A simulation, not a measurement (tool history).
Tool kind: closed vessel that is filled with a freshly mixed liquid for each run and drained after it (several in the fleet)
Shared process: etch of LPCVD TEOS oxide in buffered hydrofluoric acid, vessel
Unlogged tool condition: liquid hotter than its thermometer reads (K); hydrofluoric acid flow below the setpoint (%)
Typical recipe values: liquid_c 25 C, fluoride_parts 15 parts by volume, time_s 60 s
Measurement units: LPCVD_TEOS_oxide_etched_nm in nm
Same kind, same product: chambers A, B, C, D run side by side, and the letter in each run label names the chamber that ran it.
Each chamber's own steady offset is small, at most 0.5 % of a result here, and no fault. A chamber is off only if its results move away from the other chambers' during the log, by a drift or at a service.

| run | hour | liquid_c | fluoride_parts | time_s | hours since the thermometer was replaced | hours since the hydrofluoric acid flow meter was replaced | read-back film thickness of the LPCVD TEOS oxide reference wafer, read on the same gauge (nm) | LPCVD_TEOS_oxide_etched_nm |
|---|---|---|---|---|---|---|---|---|
| 1C | 3.3 | 25 | 15 | 60 | 410.4 | 493.2 | 120.01 | 95.169 |
| 2A | 6.6 | 25 | 15 | 60 | 796.4 | 59.8 | 120 | 95.433 |
| 3D | 9.3 | 25 | 15 | 60 | 448.1 | 554 | 120.01 | 93.693 |
| 4B | 12.6 | 25 | 15 | 60 | 308.6 | 565.1 | 120.02 | 92.569 |
| 5D | 15.3 | 25 | 15 | 60 | 454.1 | 560 | 120.02 | 94.055 |
| 6C | 19.3 | 25 | 15 | 60 | 426.4 | 509.2 | 119.99 | 93.573 |
| 7A | 23.3 | 25 | 15 | 60 | 813.1 | 76.5 | 119.95 | 92.238 |
| 8B | 28 | 25 | 15 | 60 | 324 | 580.5 | 120.04 | 94.393 |
| 9A | 31.1 | 25 | 15 | 60 | 820.9 | 84.3 | 120.01 | 94.325 |
| 10D | 34.4 | 25 | 15 | 60 | 473.2 | 579.1 | 120.02 | 94.963 |
| 11B | 38.3 | 25 | 15 | 60 | 334.3 | 590.8 | 119.97 | 94.375 |
| 12C | 42.7 | 25 | 15 | 60 | 449.8 | 532.6 | 120.02 | 93.507 |
| 13D | 44.9 | 25 | 15 | 45 | 483.7 | 589.6 | 120 | 71.464 |
| 14B | 49.3 | 25 | 15 | 45 | 345.3 | 601.8 | 120.02 | 70.995 |
| 15C | 51.6 | 25 | 15 | 45 | 458.7 | 541.5 | 120 | 70.396 |
| 16A | 54.7 | 25 | 15 | 45 | 844.5 | 107.9 | 119.98 | 70.263 |
| 17C | 57.3 | 25 | 15 | 60 | 464.4 | 547.2 | 119.98 | 94.35 |
| 18A | 61.4 | 29 | 19.5 | 60 | 851.2 | 114.6 | 120 | 89.403 |
| 19D | 65.5 | 29 | 19.5 | 60 | 504.3 | 610.2 | 119.96 | 92.931 |
| 20B | 67.9 | 29 | 19.5 | 60 | 363.9 | 620.4 | 120 | 90.498 |
| 21B | 71.6 | 29 | 19.5 | 60 | 367.6 | 624.1 | 120.03 | 88.815 |
| 22A | 75.7 | 25 | 12 | 40 | 865.5 | 128.9 | 120.01 | 77.39 |
| 23D | 79.2 | 25 | 12 | 40 | 518 | 623.9 | 120.03 | 83.069 |
| 24C | 82 | 25 | 12 | 40 | 489.1 | 571.9 | 120.03 | 78.257 |
| 25D | 86.2 | 25 | 12 | 40 | 525 | 630.9 | 119.98 | 80.219 |
| 26A | 90.1 | 25 | 15 | 60 | 879.9 | 143.3 | 119.99 | 94.049 |
| 27C | 92.9 | 25 | 15 | 60 | 500 | 582.8 | 119.97 | 92.621 |
| 28B | 95.2 | 25 | 15 | 60 | 391.2 | 647.7 | 120.02 | 94.385 |
| 29B | 99.7 | 25 | 15 | 60 | 395.7 | 652.2 | 120.02 | 95.107 |
| 30D | 103.7 | 25 | 15 | 60 | 542.5 | 648.4 | 120.02 | 99.748 |
| 31A | 107.2 | 25 | 15 | 60 | 897 | 160.4 | 120.01 | 94.454 |
| 32C | 111.2 | 25 | 15 | 60 | 518.3 | 601.1 | 120.01 | 92.297 |
| 33C | 115.5 | 25 | 15 | 60 | 522.6 | 605.4 | 119.98 | 92.148 |
| 34D | 119.2 | 25 | 15 | 60 | 558 | 663.9 | 119.96 | 99.943 |
| 35B | 122.7 | 25 | 10 | 60 | 418.7 | 675.2 | 119.97 | 140.39 |
| 36A | 127.2 | 25 | 10 | 60 | 917 | 180.4 | 120.03 | 138.95 |
| 37D | 131.6 | 25 | 10 | 60 | 570.4 | 676.3 | 120.01 | 149.08 |
| 38C | 135.1 | 25 | 10 | 60 | 542.2 | 625 | 120.04 | 139.46 |
| 39B | 138.4 | 25 | 15 | 60 | 434.4 | 690.9 | 119.98 | 93.671 |
| 40A | 140.8 | 25 | 15 | 60 | 930.6 | 194 | 119.96 | 95.534 |
| 41A | 143 | 25 | 15 | 60 | 932.8 | 196.2 | 120.01 | 94.717 |
| 42C | 146.9 | 25 | 11 | 35 | 554 | 636.8 | 120 | 72.851 |

Next, every chamber runs the same settings. What will each give?
| 43A | 150.5 | 20 | 15 | 60 |  |  |  | ? |
| 43B | 150.5 | 20 | 15 | 60 |  |  |  | ? |
| 43C | 150.5 | 20 | 15 | 60 |  |  |  | ? |
| 43D | 150.5 | 20 | 15 | 60 |  |  |  | ? |

| run | LPCVD_TEOS_oxide_etched_nm |
|---|---|
| 43A | 71.518 |
| 43B | 72.117 |
| 43C | 69.868 |
| 43D | 76.826 |

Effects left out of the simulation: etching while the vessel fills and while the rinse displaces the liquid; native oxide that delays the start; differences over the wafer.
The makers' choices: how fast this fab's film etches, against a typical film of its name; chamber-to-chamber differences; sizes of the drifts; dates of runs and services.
